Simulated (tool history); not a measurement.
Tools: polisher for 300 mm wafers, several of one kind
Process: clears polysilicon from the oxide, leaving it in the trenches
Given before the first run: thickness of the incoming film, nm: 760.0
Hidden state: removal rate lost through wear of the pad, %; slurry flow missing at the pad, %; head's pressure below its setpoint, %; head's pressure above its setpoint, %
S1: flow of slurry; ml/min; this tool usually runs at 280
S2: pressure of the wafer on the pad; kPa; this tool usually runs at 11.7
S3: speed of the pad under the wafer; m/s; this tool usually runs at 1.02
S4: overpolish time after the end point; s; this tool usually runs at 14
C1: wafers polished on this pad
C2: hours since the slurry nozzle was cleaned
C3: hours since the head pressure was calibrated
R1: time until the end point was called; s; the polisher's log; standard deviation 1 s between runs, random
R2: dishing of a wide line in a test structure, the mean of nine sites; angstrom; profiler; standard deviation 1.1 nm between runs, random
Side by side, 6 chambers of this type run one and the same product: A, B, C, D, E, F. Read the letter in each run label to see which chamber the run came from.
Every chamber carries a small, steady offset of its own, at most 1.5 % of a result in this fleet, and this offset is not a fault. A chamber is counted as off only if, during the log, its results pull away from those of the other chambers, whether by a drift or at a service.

run	hour	S1	S2	S3	S4	C1	C2	C3	R1	R2
# hour 4.3: chamber A: worn pad replaced by a new one
1D	5.8	280	11.7	1.02	14	1261	243.7	141.5	91.310	537.24
# hour 10.6: chamber F: worn pad replaced by a new one
2E	11.9	280	11.7	1.02	14	262	163.2	55.5	91.110	565.78
3C	20.4	280	11.7	1.02	14	962	238.3	163.7	91.563	559.70
# hour 26.4: chamber D: worn pad replaced by a new one
4B	26.7	280	11.7	1.02	14	373	36.7	226.2	92.227	578.66
5A	39.4	310	11.7	1.02	12	422	133.0	173.9	91.308	511.44
# hour 49.4: chamber C: worn pad replaced by a new one
6F	50.3	310	11.7	1.02	12	477	331.2	197.1	91.866	538.83
7E	59.6	310	11.7	1.02	12	835	210.9	103.2	90.219	527.22
# hour 69.1: chamber B: worn pad replaced by a new one
8F	71.7	310	11.7	1.02	12	734	352.6	218.5	91.996	533.99
9B	80.1	310	11.7	1.02	12	132	90.1	279.6	91.233	544.50
# hour 86.9: chamber F: worn pad replaced by a new one
10C	87.8	310	11.7	1.02	12	462	305.7	231.1	88.759	512.30
# hour 92.1: chamber A: worn pad replaced by a new one
11A	98.8	280	11.7	1.02	14	81	192.4	233.3	91.088	575.61
12D	109.6	280	11.7	1.02	14	1000	347.5	245.3	88.811	565.50
# hour 112.8: chamber E: worn pad replaced by a new one
13D	118.5	280	11.7	1.02	14	1107	356.4	254.2	91.812	549.44
14C	124.7	280	11.7	1.02	14	905	342.6	268.0	90.492	550.03
15F	134.4	280	11.7	1.02	14	571	415.3	281.2	91.175	550.70
16A	147.1	280	11.7	1.02	14	661	240.7	281.6	90.715	575.56
# hour 148.6: chamber C: head pressure recalibrated
# hour 149.7: chamber B: worn pad replaced by a new one
17B	154.9	280	11.7	1.02	14	63	164.9	354.4	92.214	551.33
# hour 159.7: chamber B: head pressure recalibrated
# hour 162.2: chamber D: worn pad replaced by a new one
18E	163.5	280	11.7	1.02	14	610	314.8	207.1	90.370	558.13
# hour 163.8: chamber F: worn pad replaced by a new one
19F	173.3	280	11.7	1.02	14	114	454.2	320.1	92.578	572.17
# hour 174.0: chamber A: worn pad replaced by a new one
20C	180.0	280	11.7	1.02	14	1570	397.9	31.5	91.108	553.47
# hour 183.5: chamber C: worn pad replaced by a new one
21E	187.0	235	11.7	1.02	14	892	338.3	230.6	93.632	571.03
22A	192.7	235	11.7	1.02	14	224	286.3	327.2	91.123	563.88
23B	202.7	235	11.7	1.02	14	637	212.7	43.0	102.460	532.52
24D	209.0	235	11.7	1.02	14	563	446.9	344.7	93.963	574.16
25A	220.1	235	11.7	1.02	14	554	313.7	354.6	94.170	554.07
# hour 224.8: chamber B: worn pad replaced by a new one
# hour 226.4: chamber F: worn pad replaced by a new one
26F	229.6	235	11.7	1.02	14	39	510.5	376.4	94.726	556.67
# hour 236.7: chamber E: worn pad replaced by a new one
27B	236.9	210	11.7	1.16	14	145	246.9	77.2	90.484	568.84
28E	248.7	210	11.7	1.16	14	144	400.0	292.3	83.312	572.25
29C	255.8	210	11.7	1.16	14	869	473.7	107.3	83.341	578.62
# hour 261.1: chamber A: worn pad replaced by a new one
30D	263.4	210	11.7	1.16	14	1216	501.3	399.1	83.727	585.47
31A	270.6	210	11.7	1.16	14	115	364.2	405.1	83.854	576.58
# hour 273.3: chamber D: worn pad replaced by a new one
32F	279.7	210	11.7	1.16	14	641	560.6	426.5	83.346	602.13
33D	289.5	280	11.7	1.02	21	195	527.4	425.2	91.359	636.76
# hour 290.6: chamber B: worn pad replaced by a new one
# hour 292.9: chamber C: worn pad replaced by a new one
# hour 296.4: chamber E: slurry nozzle cleaned
34E	298.7	280	11.7	1.02	21	745	2.3	342.3	92.166	655.51
# hour 301.7: chamber E: head pressure recalibrated
35C	310.2	280	11.7	1.02	21	207	528.1	161.7	91.374	617.50
36B	323.1	280	11.7	1.02	21	391	333.1	163.4	100.990	642.65
# hour 331.8: chamber D: head pressure recalibrated
37E	333.7	280	11.7	1.02	21	1166	37.3	32.1	91.337	626.76
# hour 340.5: chamber A: worn pad replaced by a new one
38B	341.7	280	11.7	1.02	21	614	351.7	182.0	100.750	623.63
39C	349.3	280	11.7	1.02	14	677	567.2	200.8	90.340	555.76
40A	359.2	280	11.7	1.02	14	225	452.8	493.7	89.585	561.04
41D	365.6	280	11.7	1.02	14	1109	603.5	33.9	92.400	559.45

The same settings go to every chamber for the next run, one line per chamber below. Forecast the results for each:
42A	374.9	220	11.7	1.02	14				?	?
42B	374.9	220	11.7	1.02	14				?	?
42C	374.9	220	11.7	1.02	14				?	?
42D	374.9	220	11.7	1.02	14				?	?
42E	374.9	220	11.7	1.02	14				?	?
42F	374.9	220	11.7	1.02	14				?	?

run	R1	R2
42A	93.800	549.64
42B	104.240	546.18
42C	95.669	547.02
42D	93.233	552.74
42E	95.998	555.98
42F	93.448	553.43
